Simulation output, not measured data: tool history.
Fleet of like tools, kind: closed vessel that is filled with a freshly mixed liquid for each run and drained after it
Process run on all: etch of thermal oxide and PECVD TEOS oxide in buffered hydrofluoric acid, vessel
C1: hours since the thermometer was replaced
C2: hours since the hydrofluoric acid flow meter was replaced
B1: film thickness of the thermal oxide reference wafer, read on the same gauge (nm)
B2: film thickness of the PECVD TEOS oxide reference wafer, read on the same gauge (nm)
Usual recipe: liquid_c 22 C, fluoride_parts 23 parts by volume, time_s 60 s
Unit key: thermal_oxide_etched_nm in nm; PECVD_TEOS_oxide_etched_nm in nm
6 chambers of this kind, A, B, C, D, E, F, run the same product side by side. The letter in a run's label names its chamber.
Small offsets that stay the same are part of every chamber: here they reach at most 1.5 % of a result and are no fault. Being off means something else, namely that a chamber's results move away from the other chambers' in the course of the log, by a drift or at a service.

run 1C day=0.229 | liquid_c=22 fluoride_parts=23 time_s=60 | C1=786.5 C2=55.1 | B1=60.005 B2=80.004 | thermal_oxide_etched_nm=28.425 PECVD_TEOS_oxide_etched_nm=36.95
run 2E day=0.429 | liquid_c=22 fluoride_parts=23 time_s=60 | C1=698.3 C2=1521.3 | B1=60.04 B2=80.001 | thermal_oxide_etched_nm=28.454 PECVD_TEOS_oxide_etched_nm=36.169
run 3B day=0.612 | liquid_c=22 fluoride_parts=23 time_s=60 | C1=883.1 C2=1513.2 | B1=59.984 B2=80.002 | thermal_oxide_etched_nm=28.643 PECVD_TEOS_oxide_etched_nm=36.593
run 4F day=0.783 | liquid_c=22 fluoride_parts=23 time_s=60 | C1=247.2 C2=298.3 | B1=59.986 B2=80.013 | thermal_oxide_etched_nm=28.466 PECVD_TEOS_oxide_etched_nm=36.174
run 5D day=0.967 | liquid_c=22 fluoride_parts=23 time_s=60 | C1=545.8 C2=638.3 | B1=59.989 B2=80.008 | thermal_oxide_etched_nm=28.793 PECVD_TEOS_oxide_etched_nm=36.773
run 6A day=1.229 | liquid_c=22 fluoride_parts=23 time_s=60 | C1=944.7 C2=388.7 | B1=60.004 B2=79.982 | thermal_oxide_etched_nm=28.437 PECVD_TEOS_oxide_etched_nm=36.909
run 7F day=1.429 | liquid_c=22 fluoride_parts=23 time_s=60 | C1=262.7 C2=313.8 | B1=59.989 B2=79.974 | thermal_oxide_etched_nm=28.46 PECVD_TEOS_oxide_etched_nm=36.239
run 8B day=1.788 | liquid_c=22 fluoride_parts=19.5 time_s=45 | C1=911.3 C2=1541.4 | B1=59.987 B2=80.013 | thermal_oxide_etched_nm=24.375 PECVD_TEOS_oxide_etched_nm=31.126
run 9E day=1.992 | liquid_c=22 fluoride_parts=19.5 time_s=45 | C1=735.8 C2=1558.8 | B1=60.009 B2=79.998 | thermal_oxide_etched_nm=24.024 PECVD_TEOS_oxide_etched_nm=30.741
run 10C day=2.3 | liquid_c=22 fluoride_parts=19.5 time_s=45 | C1=836.2 C2=104.8 | B1=59.999 B2=80.007 | thermal_oxide_etched_nm=24.162 PECVD_TEOS_oxide_etched_nm=31.752
run 11A day=2.546 | liquid_c=22 fluoride_parts=19.5 time_s=45 | C1=976.3 C2=420.3 | B1=59.996 B2=80.031 | thermal_oxide_etched_nm=24.123 PECVD_TEOS_oxide_etched_nm=30.786
run 12D day=2.725 | liquid_c=22 fluoride_parts=19.5 time_s=45 | C1=588 C2=680.5 | B1=59.988 B2=80.018 | thermal_oxide_etched_nm=24.176 PECVD_TEOS_oxide_etched_nm=31.103
run 13C day=2.95 | liquid_c=22 fluoride_parts=19.5 time_s=45 | C1=851.8 C2=120.4 | B1=60.024 B2=79.982 | thermal_oxide_etched_nm=24.272 PECVD_TEOS_oxide_etched_nm=31.579
run 14A day=3.279 | liquid_c=22 fluoride_parts=23 time_s=60 | C1=993.9 C2=437.9 | B1=59.997 B2=80.034 | thermal_oxide_etched_nm=28.418 PECVD_TEOS_oxide_etched_nm=36.864
run 15E day=3.554 | liquid_c=22 fluoride_parts=23 time_s=60 | C1=773.3 C2=1596.3 | B1=60.016 B2=79.987 | thermal_oxide_etched_nm=28.532 PECVD_TEOS_oxide_etched_nm=36.438
run 16F day=3.879 | liquid_c=22 fluoride_parts=23 time_s=60 | C1=321.5 C2=372.6 | B1=60.02 B2=80.007 | thermal_oxide_etched_nm=28.395 PECVD_TEOS_oxide_etched_nm=36.088
run 17D day=4.062 | liquid_c=22 fluoride_parts=23 time_s=60 | C1=620.1 C2=712.6 | B1=60.007 B2=79.96 | thermal_oxide_etched_nm=28.69 PECVD_TEOS_oxide_etched_nm=36.723
run 18B day=4.283 | liquid_c=22 fluoride_parts=23 time_s=60 | C1=971.2 C2=1601.3 | B1=60.008 B2=79.999 | thermal_oxide_etched_nm=28.663 PECVD_TEOS_oxide_etched_nm=37.024
run 19C day=4.588 | liquid_c=22 fluoride_parts=23 time_s=60 | C1=891.1 C2=159.7 | B1=59.993 B2=80.015 | thermal_oxide_etched_nm=28.666 PECVD_TEOS_oxide_etched_nm=37.194
run 20F day=4.896 | liquid_c=22 fluoride_parts=23 time_s=60 | C1=345.9 C2=397 | B1=60.026 B2=80.024 | thermal_oxide_etched_nm=28.57 PECVD_TEOS_oxide_etched_nm=36.169
run 21A day=5.142 | liquid_c=22 fluoride_parts=23 time_s=75 | C1=1038.6 C2=482.6 | B1=59.948 B2=79.967 | thermal_oxide_etched_nm=35.747 PECVD_TEOS_oxide_etched_nm=46.738
run 22E day=5.425 | liquid_c=22 fluoride_parts=23 time_s=75 | C1=818.2 C2=1641.2 | B1=60.006 B2=80.005 | thermal_oxide_etched_nm=35.634 PECVD_TEOS_oxide_etched_nm=45.566
run 23B day=5.654 | liquid_c=22 fluoride_parts=23 time_s=75 | C1=1004.1 C2=1634.2 | B1=60.016 B2=80.021 | thermal_oxide_etched_nm=35.702 PECVD_TEOS_oxide_etched_nm=46.117
run 24D day=5.946 | liquid_c=22 fluoride_parts=23 time_s=75 | C1=665.3 C2=757.8 | B1=60.007 B2=79.978 | thermal_oxide_etched_nm=36.002 PECVD_TEOS_oxide_etched_nm=46.057
run 25A day=6.171 | liquid_c=22 fluoride_parts=23 time_s=75 | C1=1063.3 C2=507.3 | B1=60.001 B2=79.988 | thermal_oxide_etched_nm=35.633 PECVD_TEOS_oxide_etched_nm=45.992
run 26B day=6.462 | liquid_c=22 fluoride_parts=23 time_s=75 | C1=1023.5 C2=1653.6 | B1=59.999 B2=80.016 | thermal_oxide_etched_nm=35.751 PECVD_TEOS_oxide_etched_nm=46.023
run 27E day=6.7 | liquid_c=22 fluoride_parts=23 time_s=60 | C1=848.8 C2=1671.8 | B1=59.992 B2=79.979 | thermal_oxide_etched_nm=28.645 PECVD_TEOS_oxide_etched_nm=36.906
run 28F day=6.938 | liquid_c=22 fluoride_parts=23 time_s=60 | C1=394.9 C2=446 | B1=60.02 B2=80.009 | thermal_oxide_etched_nm=28.213 PECVD_TEOS_oxide_etched_nm=36.067
run 29D day=7.192 | liquid_c=22 fluoride_parts=23 time_s=60 | C1=695.2 C2=787.7 | B1=60.003 B2=80.002 | thermal_oxide_etched_nm=28.83 PECVD_TEOS_oxide_etched_nm=36.774
run 30C day=7.442 | liquid_c=22 fluoride_parts=23 time_s=60 | C1=959.6 C2=228.2 | B1=60.019 B2=79.984 | thermal_oxide_etched_nm=28.605 PECVD_TEOS_oxide_etched_nm=37.452
run 31D day=7.767 | liquid_c=22 fluoride_parts=23 time_s=60 | C1=709 C2=801.5 | B1=59.996 B2=79.987 | thermal_oxide_etched_nm=28.727 PECVD_TEOS_oxide_etched_nm=36.089
run 32F day=7.962 | liquid_c=22 fluoride_parts=23 time_s=60 | C1=419.5 C2=470.6 | B1=59.984 B2=80.021 | thermal_oxide_etched_nm=28.402 PECVD_TEOS_oxide_etched_nm=36.605
run 33E day=8.262 | liquid_c=22 fluoride_parts=23 time_s=60 | C1=886.3 C2=1709.3 | B1=59.998 B2=80.007 | thermal_oxide_etched_nm=28.575 PECVD_TEOS_oxide_etched_nm=36.457
run 34B day=8.442 | liquid_c=22 fluoride_parts=23 time_s=60 | C1=1071 C2=1701.1 | B1=60.015 B2=79.995 | thermal_oxide_etched_nm=28.635 PECVD_TEOS_oxide_etched_nm=36.466
run 35C day=8.725 | liquid_c=22 fluoride_parts=23 time_s=60 | C1=990.4 C2=259 | B1=59.99 B2=80.006 | thermal_oxide_etched_nm=28.566 PECVD_TEOS_oxide_etched_nm=36.433
run 36A day=8.942 | liquid_c=22 fluoride_parts=23 time_s=60 | C1=1129.8 C2=573.8 | B1=60.016 B2=80.013 | thermal_oxide_etched_nm=28.471 PECVD_TEOS_oxide_etched_nm=37.009

Decide between three cases: one chamber stands off from its peers, the gauge reading all wafers drifts, or nothing is wrong past each chamber's small offset. Where a chamber is off, say which and what most likely put it there.

All chambers stay in line apart from their small fixed offsets, and the gauge does not drift.
